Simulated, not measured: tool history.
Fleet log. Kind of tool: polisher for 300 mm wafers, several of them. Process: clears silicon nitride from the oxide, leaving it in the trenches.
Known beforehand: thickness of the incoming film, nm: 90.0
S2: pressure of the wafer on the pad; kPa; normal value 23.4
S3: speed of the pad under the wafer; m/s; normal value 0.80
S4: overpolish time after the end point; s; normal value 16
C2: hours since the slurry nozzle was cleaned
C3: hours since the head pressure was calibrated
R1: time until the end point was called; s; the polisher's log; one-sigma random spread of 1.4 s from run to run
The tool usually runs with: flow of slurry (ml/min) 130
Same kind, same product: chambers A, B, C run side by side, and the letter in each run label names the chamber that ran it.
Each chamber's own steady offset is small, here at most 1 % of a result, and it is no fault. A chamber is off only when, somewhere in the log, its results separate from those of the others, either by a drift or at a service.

At hour 3.0: chamber C: worn pad replaced by a new one.
Run 1C, hour 10.7: usual settings; wafers polished on this pad 86; C2 483.4; C3 242.1. Result: R1 103.690 s.
Run 2A, hour 23.2: usual settings; wafers polished on this pad 547; C2 186.2; C3 529.8. Result: R1 103.330 s.
Run 3B, hour 34.9: usual settings; wafers polished on this pad 669; C2 555.2; C3 1196.3. Result: R1 104.860 s.
At hour 37.0: chamber B: head pressure recalibrated.
At hour 40.5: chamber A: worn pad replaced by a new one.
Run 4A, hour 43.7: usual settings; wafers polished on this pad 35; C2 206.7; C3 550.3. Result: R1 100.540 s.
Run 5B, hour 50.7: usual settings but flow of slurry (ml/min) 175, S4 13 s; wafers polished on this pad 846; C2 571.0; C3 13.8. Result: R1 96.944 s.
Run 6C, hour 60.9: usual settings but flow of slurry (ml/min) 175, S4 13 s; wafers polished on this pad 646; C2 533.6; C3 292.3. Result: R1 100.070 s.
At hour 68.1: chamber B: worn pad replaced by a new one.
Run 7A, hour 72.1: usual settings but flow of slurry (ml/min) 175, S4 13 s; wafers polished on this pad 352; C2 235.1; C3 578.7. Result: R1 99.058 s.
Run 8C, hour 81.2: usual settings; wafers polished on this pad 873; C2 553.9; C3 312.6. Result: R1 105.810 s.
Run 9B, hour 86.7: usual settings but flow of slurry (ml/min) 165, S4 25 s; wafers polished on this pad 207; C2 607.0; C3 49.8. Result: R1 98.267 s.
At hour 92.5: chamber C: worn pad replaced by a new one.
Run 10A, hour 94.5: usual settings but flow of slurry (ml/min) 165, S4 25 s; wafers polished on this pad 602; C2 257.5; C3 601.1. Result: R1 96.831 s.
Run 11C, hour 101.5: usual settings but flow of slurry (ml/min) 165, S4 25 s; wafers polished on this pad 100; C2 574.2; C3 332.9. Result: R1 97.054 s.
At hour 108.4: chamber A: worn pad replaced by a new one.
Run 12B, hour 109.4: usual settings; wafers polished on this pad 461; C2 629.7; C3 72.5. Result: R1 104.050 s.
Run 13A, hour 116.1: usual settings; wafers polished on this pad 85; C2 279.1; C3 622.7. Result: R1 101.590 s.
At hour 116.3: chamber B: slurry nozzle cleaned.
Run 14B, hour 124.5: usual settings; wafers polished on this pad 629; C2 8.2; C3 87.6. Result: R1 102.670 s.
Run 15C, hour 130.2: usual settings; wafers polished on this pad 421; C2 602.9; C3 361.6. Result: R1 104.350 s.
Run 16C, hour 137.6: usual settings but flow of slurry (ml/min) 150, S3 0.64 m/s; wafers polished on this pad 503; C2 610.3; C3 369.0. Result: R1 127.350 s.
Run 17B, hour 149.8: usual settings but flow of slurry (ml/min) 150, S3 0.64 m/s; wafers polished on this pad 912; C2 33.5; C3 112.9. Result: R1 124.370 s.
Run 18A, hour 158.4: usual settings but flow of slurry (ml/min) 150, S3 0.64 m/s; wafers polished on this pad 558; C2 321.4; C3 665.0. Result: R1 122.390 s.
At hour 162.1: chamber A: head pressure recalibrated.
At hour 164.0: chamber B: worn pad replaced by a new one.
At hour 166.2: chamber A: worn pad replaced by a new one.
Run 19A, hour 168.5: usual settings; wafers polished on this pad 26; C2 331.5; C3 6.4. Result: R1 113.800 s.
At hour 176.3: chamber C: worn pad replaced by a new one.
Run 20B, hour 178.0: usual settings; wafers polished on this pad 156; C2 61.7; C3 141.1. Result: R1 105.400 s.
Run 21C, hour 184.7: usual settings; wafers polished on this pad 94; C2 657.4; C3 416.1. Result: R1 105.030 s.
Run 22B, hour 194.1: usual settings but S2 17.9 kPa; wafers polished on this pad 336; C2 77.8; C3 157.2. Result: R1 133.590 s.
Run 23C, hour 206.0: usual settings but S2 17.9 kPa; wafers polished on this pad 331; C2 678.7; C3 437.4. Result: R1 135.420 s.
Run 24A, hour 217.5: usual settings but S2 17.9 kPa; wafers polished on this pad 573; C2 380.5; C3 55.4. Result: R1 148.560 s.
At hour 224.5: chamber A: worn pad replaced by a new one.
Run 25B, hour 227.4: usual settings; wafers polished on this pad 707; C2 111.1; C3 190.5. Result: R1 104.990 s.
Run 26A, hour 235.4: usual settings; wafers polished on this pad 122; C2 398.4; C3 73.3. Result: R1 114.210 s.
Run 27C, hour 241.7: usual settings but S3 1.04 m/s; wafers polished on this pad 730; C2 714.4; C3 473.1. Result: R1 78.589 s.
Run 28C, hour 253.1: usual settings but S3 1.04 m/s; wafers polished on this pad 857; C2 725.8; C3 484.5. Result: R1 78.486 s.
At hour 255.2: chamber C: worn pad replaced by a new one.
Run 29A, hour 263.5: usual settings but S3 1.04 m/s; wafers polished on this pad 436; C2 426.5; C3 101.4. Result: R1 89.042 s.
Run 30B, hour 270.1: usual settings; wafers polished on this pad 1184; C2 153.8; C3 233.2. Result: R1 106.250 s.
Run 31C, hour 281.6: usual settings; wafers polished on this pad 295; C2 754.3; C3 513.0. Result: R1 101.300 s.
At hour 282.6: chamber B: worn pad replaced by a new one.
At hour 288.1: chamber A: worn pad replaced by a new one.
At hour 288.4: chamber C: slurry nozzle cleaned.
Run 32B, hour 293.0: usual settings; wafers polished on this pad 116; C2 176.7; C3 256.1. Result: R1 104.150 s.
Run 33A, hour 300.8: usual settings; wafers polished on this pad 142; C2 463.8; C3 138.7. Result: R1 115.510 s.
Run 34C, hour 308.4: usual settings; wafers polished on this pad 594; C2 20.1; C3 539.8. Result: R1 104.440 s.

Has any chamber moved away from the others, gradually or after a service, or does the common gauge drift, or do the chambers differ only by their own small steady offsets? State the chamber and the most likely cause if one applies.

Chamber A has stood off from the others ever since a service on it.
Likeliest cause: head's pressure below its setpoint, % = 11.4.

Below are 4 candidate recipes for chamber A's next run, each the usual settings with a change, their results shown as question marks. Which of them brings A's results back in line with what the other chambers give on the usual settings?
In line here means within this much of the mean the other chambers give on the usual settings: R1 4.900 s
Run 35A-1, hour 317.3: usual settings but S2 21.4 kPa. Result: R1 ?.
Run 35A-2, hour 317.3: usual settings but flow of slurry (ml/min) 135, S2 28.3 kPa. Result: R1 ?.
Run 35A-3, hour 317.3: usual settings but S3 0.88 m/s. Result: R1 ?.
Run 35A-4, hour 317.3: usual settings but S2 21.4 kPa, S3 0.72 m/s. Result: R1 ?.

What the other chambers average on the usual settings: R1 104.070 s
  run       R1
35A-1  126.600
35A-2   94.888
35A-3  104.740
35A-4  140.900
Change 35A-3 lands the chamber within the allowed miss of the other chambers.

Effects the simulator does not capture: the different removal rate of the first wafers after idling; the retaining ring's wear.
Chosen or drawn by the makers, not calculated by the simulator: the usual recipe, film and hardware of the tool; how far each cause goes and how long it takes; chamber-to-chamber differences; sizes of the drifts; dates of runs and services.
